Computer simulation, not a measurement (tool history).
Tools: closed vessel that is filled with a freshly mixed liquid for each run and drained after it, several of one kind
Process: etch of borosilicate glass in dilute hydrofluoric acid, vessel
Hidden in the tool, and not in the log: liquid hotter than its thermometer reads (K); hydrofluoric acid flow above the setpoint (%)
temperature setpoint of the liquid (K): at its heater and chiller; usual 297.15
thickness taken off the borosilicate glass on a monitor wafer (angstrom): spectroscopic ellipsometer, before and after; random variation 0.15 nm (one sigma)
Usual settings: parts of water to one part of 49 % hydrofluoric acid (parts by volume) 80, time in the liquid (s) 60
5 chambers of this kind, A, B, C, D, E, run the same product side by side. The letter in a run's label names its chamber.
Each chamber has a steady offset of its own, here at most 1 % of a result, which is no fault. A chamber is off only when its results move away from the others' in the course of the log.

run	hour	temperature setpoint of the liquid (K)	parts of water to one part of 49 % hydrofluoric acid (parts by volume)	time in the liquid (s)	hours since the thermometer was replaced	hours since the hydrofluoric acid flow meter was replaced	read-back film thickness of the borosilicate glass reference wafer, read on the same gauge (nm)	thickness taken off the borosilicate glass on a monitor wafer (angstrom)
1E	6.5	297.15	80	60	547.6	159.3	99.992	290.26
2A	14.8	297.15	80	60	678.6	905.4	100.01	292.12
# hour 15: chamber B: hydrofluoric acid flow meter replaced
3B	26.9	297.15	80	60	911.5	12	100	287.17
4C	35.3	297.15	80	60	1068.8	444.1	100.01	292.24
5D	48	297.15	80	60	615.9	1342.4	100.01	285.94
6A	61.4	297.15	80	60	725.2	952	100.04	290.89
7D	68.1	297.15	80	60	636	1362.5	100.01	290.94
8B	80.6	297.15	80	60	965.2	65.7	100.04	290.91
9C	87.1	297.15	80	60	1120.6	495.9	100	288.5
10E	96.7	297.15	80	35	637.8	249.5	100	166.79
# hour 100.1: chamber A: thermometer replaced
11C	111.2	297.15	80	35	1144.7	520	99.986	168.61
# hour 119: chamber E: thermometer replaced
12B	119.4	297.15	80	35	1004	104.5	99.986	169.83
# hour 123.7: chamber D: hydrofluoric acid flow meter replaced
13E	132.6	297.15	80	35	13.7	285.4	99.987	167.42
14D	144.1	297.15	80	35	712	20.4	100.01	168.43
15A	156	300.65	80	60	55.9	1046.6	99.995	337.92
# hour 163.3: chamber A: hydrofluoric acid flow meter replaced
16A	168	300.65	80	60	67.9	4.7	99.981	334.14
17D	179.5	300.65	80	60	747.4	55.8	99.996	331.97
18E	192.8	300.65	80	60	73.9	345.6	100	330.25
19B	205.4	300.65	80	60	1090	190.5	100.02	331.7
20C	217.3	301.65	80	60	1250.8	626.1	100.04	347.07
21C	225.6	301.65	80	60	1259.1	634.4	100.02	347.53
22A	239.6	301.65	80	60	139.5	76.3	99.975	350.23
23D	251.1	301.65	80	60	819	127.4	99.994	347.19
24E	262.1	301.65	80	60	143.2	414.9	99.985	345.77
25B	272.7	297.15	80	60	1157.3	257.8	99.997	289.54
26E	279.5	297.15	80	60	160.6	432.3	100.02	290.56
27B	288.7	297.15	80	60	1173.3	273.8	100.01	290.75
28D	295.7	297.15	80	60	863.6	172	100.03	289.72
29C	308.3	297.15	80	60	1341.8	717.1	99.98	291.25
30A	319.5	297.15	80	60	219.4	156.2	100.02	294.13
31E	333.9	297.15	80	60	215	486.7	99.997	289.53
32D	345.5	297.15	80	60	913.4	221.8	99.98	288.9

Next, every chamber runs the same settings. What will each give?
33A	356	297.15	80	60				?
33B	356	297.15	80	60				?
33C	356	297.15	80	60				?
33D	356	297.15	80	60				?
33E	356	297.15	80	60				?

run	thickness taken off the borosilicate glass on a monitor wafer (angstrom)
33A	293.87
33B	291.13
33C	291.03
33D	290.24
33E	290.97

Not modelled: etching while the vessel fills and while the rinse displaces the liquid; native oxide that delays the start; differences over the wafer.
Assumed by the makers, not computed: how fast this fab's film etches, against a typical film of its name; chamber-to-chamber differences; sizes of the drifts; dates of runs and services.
